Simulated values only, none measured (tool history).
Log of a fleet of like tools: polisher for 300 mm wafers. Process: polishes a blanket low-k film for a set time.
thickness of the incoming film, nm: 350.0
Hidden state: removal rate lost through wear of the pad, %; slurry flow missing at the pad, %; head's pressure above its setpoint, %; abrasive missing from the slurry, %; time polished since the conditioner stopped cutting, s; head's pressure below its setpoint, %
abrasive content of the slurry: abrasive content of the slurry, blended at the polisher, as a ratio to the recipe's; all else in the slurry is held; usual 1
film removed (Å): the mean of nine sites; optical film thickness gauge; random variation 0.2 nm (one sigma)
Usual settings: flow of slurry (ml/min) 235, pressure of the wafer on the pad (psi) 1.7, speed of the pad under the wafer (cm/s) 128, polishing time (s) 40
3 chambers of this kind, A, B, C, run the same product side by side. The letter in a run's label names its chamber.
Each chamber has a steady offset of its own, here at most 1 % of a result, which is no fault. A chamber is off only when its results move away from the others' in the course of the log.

run	hour	flow of slurry (ml/min)	pressure of the wafer on the pad (psi)	speed of the pad under the wafer (cm/s)	abrasive content of the slurry	polishing time (s)	wafers polished on this pad	hours since the slurry nozzle was cleaned	hours since the head pressure was calibrated	hours since the slurry blender was calibrated	hours since the conditioning disc was replaced	film removed (Å)
1B	7.6	235	1.7	128	1	40	772	167.4	827.9	47.3	106.1	199.64
2C	13.8	235	1.7	128	1	40	312	93.3	517.3	286.1	165.2	202.75
3A	22	235	1.7	128	1	40	825	213.1	177.1	215	82.3	202.59
4B	30.5	235	1.7	128	1	40	973	190.3	850.8	70.2	129	205.76
# hour 35.4: chamber A: worn pad replaced by a new one
5A	40.7	235	1.7	128	1	40	47	231.8	195.8	233.7	101	201.78
# hour 43.3: chamber B: conditioning disc replaced and pad reconditioned
6C	52.7	235	1.7	128	1	40	655	132.2	556.2	325	204.1	203.77
# hour 53.2: chamber B: worn pad replaced by a new one
7C	65.7	235	1.7	128	1	40	769	145.2	569.2	338	217.1	202.84
8B	72.6	235	1.7	128	1	40	171	232.4	892.9	112.3	29.4	204.09
# hour 80.6: chamber C: worn pad replaced by a new one
9A	81.5	235	1.7	128	1	33	405	272.6	236.6	274.5	141.8	166.49
10A	94.6	235	1.7	128	1	33	521	285.7	249.7	287.6	154.9	168.9
11C	102	235	1.7	128	1	33	188	181.5	605.5	374.3	253.4	168.37
12B	113.7	235	1.7	128	1	40	532	273.5	934	153.4	70.5	199.99
# hour 118.3: chamber A: conditioning disc replaced and pad reconditioned
13B	126	235	1.7	128	1	40	640	285.8	946.3	165.7	82.8	199.92
14C	133.3	235	1.7	128	1	40	464	212.8	636.8	405.6	284.7	205.48
15A	147.1	235	1.7	114	1	48	982	338.2	302.2	340.1	28.9	219.49
# hour 154.5: chamber A: worn pad replaced by a new one
16C	160.8	235	1.7	114	1	48	705	240.3	664.3	433.1	312.2	225.09
# hour 166.6: chamber C: worn pad replaced by a new one
# hour 167.5: chamber B: conditioning disc replaced and pad reconditioned
17B	170.4	235	1.7	114	1	48	1031	330.2	990.7	210.1	3	223.55
# hour 173.3: chamber C: conditioning disc replaced and pad reconditioned
18A	180.2	235	1.7	128	1	40	226	371.3	335.3	373.2	62	205.87
# hour 186.5: chamber B: worn pad replaced by a new one
# hour 191.1: chamber C: head pressure recalibrated
# hour 191.1: chamber B: slurry blender recalibrated
19C	191.3	235	1.7	128	1	40	218	270.8	0.2	463.6	18	202.11
20A	204.8	235	1.7	128	1	40	442	395.9	359.9	397.8	86.6	202.93
# hour 208.8: chamber C: slurry blender recalibrated
21B	215.5	235	1.7	128	1	40	255	375.3	1035.8	24.4	48.1	201.34
22B	221.9	235	2.2	142	1	40	311	381.7	1042.2	30.8	54.5	283.92
23C	231.6	235	2.2	142	1	40	572	311.1	40.5	22.9	58.3	288.8
24A	243.9	235	2.2	142	1	40	786	435	399	436.9	125.7	287.37
# hour 247.1: chamber C: worn pad replaced by a new one
25B	254.4	235	1.7	128	1	40	597	414.2	1074.7	63.3	87	197.56
# hour 259.4: chamber A: worn pad replaced by a new one
26A	264.8	235	1.7	128	1	40	47	455.9	419.9	457.8	146.6	199.47
27C	273.3	235	1.7	128	1	40	230	352.8	82.2	64.6	100	204.44
28A	283.6	235	1.7	128	1	40	213	474.7	438.7	476.6	165.4	202.26
# hour 285.2: chamber A: slurry blender recalibrated
29B	290.5	235	1.7	128	1	40	914	450.3	1110.8	99.4	123.1	192.47
# hour 293.6: chamber B: conditioning disc replaced and pad reconditioned
# hour 295: chamber A: conditioning disc replaced and pad reconditioned
# hour 296.3: chamber B: worn pad replaced by a new one
# hour 297.3: chamber B: slurry nozzle cleaned
30C	301	235	1.7	128	1	40	474	380.5	109.9	92.3	127.7	202.74
31C	308.7	235	1.7	128	1	40	541	388.2	117.6	100	135.4	205.76
32A	316.8	235	1.7	128	1	40	505	507.9	471.9	31.7	21.8	203.41
33B	328	235	1.7	98	1	40	279	30.8	1148.3	136.9	34.5	154.91
34B	337.8	235	1.7	98	1	40	365	40.6	1158.1	146.7	44.3	155.46
# hour 342.2: chamber C: worn pad replaced by a new one
35A	350.6	235	1.7	98	1	40	802	541.7	505.7	65.5	55.6	160.27
36C	358	235	1.7	128	1	40	139	437.5	166.9	149.3	184.7	203.73
# hour 369.3: chamber A: worn pad replaced by a new one
37B	370.4	235	1.7	128	1	40	652	73.2	1190.7	179.3	76.9	190.84
38C	384.3	235	1.7	128	1	40	370	463.8	193.2	175.6	211	204.82
39A	391	235	1.7	128	1	40	191	582.1	546.1	105.9	96	198.3
40C	402.2	235	1.7	128	1	40	528	481.7	211.1	193.5	228.9	200.87
# hour 403.1: chamber B: slurry blender recalibrated
# hour 407.7: chamber B: conditioning disc replaced and pad reconditioned
41B	408.7	235	1.7	128	1	40	988	111.5	1229	5.6	1	181.94
# hour 411.6: chamber B: worn pad replaced by a new one
42A	420.2	160	1.7	128	1	49	448	611.3	575.3	135.1	125.2	233.01
43B	426.5	160	1.7	128	1	49	131	129.3	1246.8	23.4	18.8	211.43
44A	437	160	1.7	128	1	49	595	628.1	592.1	151.9	142	236.22

Is one chamber off against the others, does the gauge drift, or is nothing wrong? If a chamber is off, say which, and what the likeliest cause is.

Chamber B drifts away from the others.
Cause: head's pressure below its setpoint, % = 11.3.

Here are 4 candidates for chamber B's next run, each the usual settings with a change, their results left as question marks. Which one brings its results back in line with what the others give on the usual settings?
In line means no further than this from the other chambers' mean on the usual settings: film removed (Å) 7.1
45B-1	447.1	240	1.9	128	1.05	44						?
45B-2	447.1	235	1.6	124	1	39						?
45B-3	447.1	225	1.7	98	1	40						?
45B-4	447.1	240	1.9	128	1.05	40						?

The other chambers' mean on the usual settings: film removed (Å) 203.4
run	film removed (Å)
45B-1	226.7
45B-2	160.7
45B-3	144.9
45B-4	206.09
45B-4 brings the chamber back in line.
